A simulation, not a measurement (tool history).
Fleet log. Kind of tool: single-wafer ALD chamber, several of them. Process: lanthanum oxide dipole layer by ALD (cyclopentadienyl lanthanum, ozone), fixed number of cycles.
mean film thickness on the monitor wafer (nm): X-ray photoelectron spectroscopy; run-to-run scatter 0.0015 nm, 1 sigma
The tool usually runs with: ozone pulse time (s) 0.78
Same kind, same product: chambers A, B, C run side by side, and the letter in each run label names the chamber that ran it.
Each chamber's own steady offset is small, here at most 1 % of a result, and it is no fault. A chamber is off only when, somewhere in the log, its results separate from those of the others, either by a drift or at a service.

run	day	ozone pulse time (s)	hours since the last thermocouple change	hours since the last ozone generator service	read-back reference wafer on the same gauge, thickness_nm	mean film thickness on the monitor wafer (nm)
1B	0.300	0.78	553.4	417.3	0.43879	0.45415
2C	0.688	0.78	1299.6	1074.8	0.43898	0.45770
3A	0.992	0.78	2549.1	632.0	0.43907	0.45232
4A	1.321	0.78	2557.0	639.9	0.43908	0.45025
5B	1.767	0.78	588.6	452.5	0.43875	0.45312
6C	2.275	0.78	1337.7	1112.9	0.43907	0.45886
7B	2.750	0.78	612.2	476.1	0.43918	0.45632
# day 2.871: chamber A: thermocouple changed; heater temperature recalibrated
8A	3.046	0.78	4.3	681.3	0.43957	0.45360
9C	3.567	0.78	1368.7	1143.9	0.43903	0.45160
10C	4.012	0.78	1379.4	1154.6	0.43919	0.45498
11B	4.342	0.78	650.4	514.3	0.43929	0.45536
12A	4.788	0.78	46.1	723.1	0.43901	0.45143
13A	5.342	0.78	59.4	736.4	0.43903	0.44934
14C	5.646	0.78	1418.6	1193.8	0.43929	0.45099
15B	6.133	0.78	693.4	557.3	0.43917	0.45419
16A	6.608	0.78	89.8	766.8	0.43888	0.45241
17C	7.100	0.78	1453.5	1228.7	0.43914	0.44546
18B	7.629	0.78	729.3	593.2	0.43859	0.45533
19B	8.188	0.78	742.7	606.6	0.43907	0.45260
# day 8.383: chamber A: ozone generator serviced
20C	8.592	0.78	1489.3	1264.5	0.43925	0.44311
21A	9.154	0.78	150.9	18.6	0.43930	0.45439
22C	9.696	1.06	1515.8	1291.0	0.43909	0.49803
23A	10.096	1.06	173.5	41.2	0.43888	0.50513

Next, every chamber runs the same settings. What will each give?
24A	10.504	0.78				?
24B	10.504	0.78				?
24C	10.504	0.78				?

run	mean film thickness on the monitor wafer (nm)
24A	0.45138
24B	0.45238
24C	0.43887
